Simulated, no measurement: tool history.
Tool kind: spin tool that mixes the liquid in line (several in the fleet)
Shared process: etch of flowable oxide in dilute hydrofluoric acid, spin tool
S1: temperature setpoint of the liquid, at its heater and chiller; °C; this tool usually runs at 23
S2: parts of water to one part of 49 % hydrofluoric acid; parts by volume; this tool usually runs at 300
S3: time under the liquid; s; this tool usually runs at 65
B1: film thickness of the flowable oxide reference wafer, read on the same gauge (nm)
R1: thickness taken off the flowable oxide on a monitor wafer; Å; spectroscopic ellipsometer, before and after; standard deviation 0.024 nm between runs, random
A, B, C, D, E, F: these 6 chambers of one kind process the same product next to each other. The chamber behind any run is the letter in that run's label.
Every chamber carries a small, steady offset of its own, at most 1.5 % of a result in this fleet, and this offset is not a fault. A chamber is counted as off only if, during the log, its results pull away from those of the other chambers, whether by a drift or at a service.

{"run": "1F", "hour": 6.0, "S1": 23, "S2": 300, "S3": 65, "B1": 30.017, "R1": 62.615}
{"run": "2D", "hour": 13.0, "S1": 23, "S2": 300, "S3": 65, "B1": 30.011, "R1": 62.534}
{"run": "3C", "hour": 20.1, "S1": 23, "S2": 300, "S3": 65, "B1": 29.994, "R1": 62.839}
{"run": "4B", "hour": 30.2, "S1": 23, "S2": 300, "S3": 65, "B1": 29.965, "R1": 62.038}
{"run": "5E", "hour": 39.3, "S1": 23, "S2": 300, "S3": 65, "B1": 30.01, "R1": 62.45}
{"run": "6A", "hour": 50.3, "S1": 23, "S2": 300, "S3": 65, "B1": 30.003, "R1": 62.872}
{"run": "7C", "hour": 57.7, "S1": 23, "S2": 300, "S3": 100, "B1": 30.007, "R1": 96.528}
{"run": "8A", "hour": 66.7, "S1": 23, "S2": 300, "S3": 100, "B1": 30.011, "R1": 97.661}
{"run": "9B", "hour": 75.6, "S1": 23, "S2": 300, "S3": 100, "B1": 30.016, "R1": 95.301}
{"run": "10E", "hour": 85.0, "S1": 23, "S2": 300, "S3": 100, "B1": 29.98, "R1": 96.073}
{"hour": 87.6, "done": "chamber B: thermometer replaced"}
{"run": "11D", "hour": 91.7, "S1": 23, "S2": 300, "S3": 100, "B1": 29.997, "R1": 96.056}
{"hour": 97.7, "done": "chamber A: thermometer replaced"}
{"run": "12F", "hour": 100.8, "S1": 23, "S2": 300, "S3": 100, "B1": 30.018, "R1": 96.028}
{"run": "13D", "hour": 110.0, "S1": 25.5, "S2": 300, "S3": 65, "B1": 30.019, "R1": 68.048}
{"run": "14B", "hour": 120.3, "S1": 25.5, "S2": 300, "S3": 65, "B1": 30.008, "R1": 67.623}
{"hour": 122.1, "done": "chamber C: thermometer replaced"}
{"run": "15F", "hour": 127.6, "S1": 25.5, "S2": 300, "S3": 65, "B1": 29.972, "R1": 67.93}
{"hour": 133.9, "done": "chamber D: hydrofluoric acid flow meter replaced"}
{"run": "16C", "hour": 133.9, "S1": 25.5, "S2": 300, "S3": 65, "B1": 30.026, "R1": 68.79}
{"run": "17E", "hour": 142.7, "S1": 25.5, "S2": 300, "S3": 65, "B1": 30.007, "R1": 68.573}
{"run": "18A", "hour": 148.1, "S1": 25.5, "S2": 300, "S3": 65, "B1": 29.992, "R1": 69.105}
{"run": "19E", "hour": 159.2, "S1": 23, "S2": 300, "S3": 80, "B1": 30.007, "R1": 77.5}
{"run": "20B", "hour": 169.2, "S1": 23, "S2": 300, "S3": 80, "B1": 30.02, "R1": 76.685}
{"run": "21D", "hour": 179.2, "S1": 23, "S2": 300, "S3": 80, "B1": 30.002, "R1": 78.24}
{"run": "22C", "hour": 184.9, "S1": 23, "S2": 300, "S3": 80, "B1": 30.006, "R1": 77.152}
{"hour": 188.4, "done": "chamber C: hydrofluoric acid flow meter replaced"}
{"run": "23A", "hour": 195.3, "S1": 23, "S2": 300, "S3": 80, "B1": 29.967, "R1": 77.358}
{"run": "24F", "hour": 205.1, "S1": 23, "S2": 300, "S3": 80, "B1": 30.009, "R1": 76.359}
{"run": "25F", "hour": 213.2, "S1": 23, "S2": 300, "S3": 65, "B1": 30.02, "R1": 62.372}
{"run": "26B", "hour": 218.1, "S1": 19.5, "S2": 300, "S3": 90, "B1": 30.017, "R1": 75.964}
{"run": "27D", "hour": 227.3, "S1": 19.5, "S2": 300, "S3": 90, "B1": 30.031, "R1": 78.439}
{"run": "28E", "hour": 236.7, "S1": 19.5, "S2": 300, "S3": 90, "B1": 30.01, "R1": 76.39}
{"run": "29C", "hour": 247.1, "S1": 19.5, "S2": 300, "S3": 90, "B1": 29.996, "R1": 77.389}
{"run": "30A", "hour": 253.5, "S1": 19.5, "S2": 300, "S3": 90, "B1": 30.038, "R1": 76.73}
{"run": "31B", "hour": 260.9, "S1": 19.5, "S2": 300, "S3": 90, "B1": 30, "R1": 76.174}
{"run": "32F", "hour": 271.6, "S1": 23, "S2": 300, "S3": 65, "B1": 30.017, "R1": 62.667}
{"run": "33C", "hour": 279.4, "S1": 28, "S2": 300, "S3": 100, "B1": 30.001, "R1": 115.64}
{"run": "34E", "hour": 290.2, "S1": 28, "S2": 300, "S3": 100, "B1": 30.016, "R1": 114.17}
{"run": "35A", "hour": 298.8, "S1": 28, "S2": 300, "S3": 100, "B1": 29.979, "R1": 114.23}
{"run": "36D", "hour": 303.8, "S1": 28, "S2": 300, "S3": 100, "B1": 29.991, "R1": 117.89}
{"run": "37B", "hour": 311.8, "S1": 28, "S2": 300, "S3": 100, "B1": 30.033, "R1": 112.69}
{"run": "38E", "hour": 318.0, "S1": 28, "S2": 300, "S3": 100, "B1": 30.007, "R1": 113.61}
{"run": "39C", "hour": 323.3, "S1": 23, "S2": 300, "S3": 65, "B1": 29.973, "R1": 62.802}

Each of the 6 chambers runs these same settings next. Fill in every chamber's results:
{"run": "40A", "hour": 331.4, "S1": 23, "S2": 300, "S3": 65, "R1": "?"}
{"run": "40B", "hour": 331.4, "S1": 23, "S2": 300, "S3": 65, "R1": "?"}
{"run": "40C", "hour": 331.4, "S1": 23, "S2": 300, "S3": 65, "R1": "?"}
{"run": "40D", "hour": 331.4, "S1": 23, "S2": 300, "S3": 65, "R1": "?"}
{"run": "40E", "hour": 331.4, "S1": 23, "S2": 300, "S3": 65, "R1": "?"}
{"run": "40F", "hour": 331.4, "S1": 23, "S2": 300, "S3": 65, "R1": "?"}

run=40A R1=63.039
run=40B R1=61.865
run=40C R1=63.431
run=40D R1=64.882
run=40E R1=62.733
run=40F R1=62.823
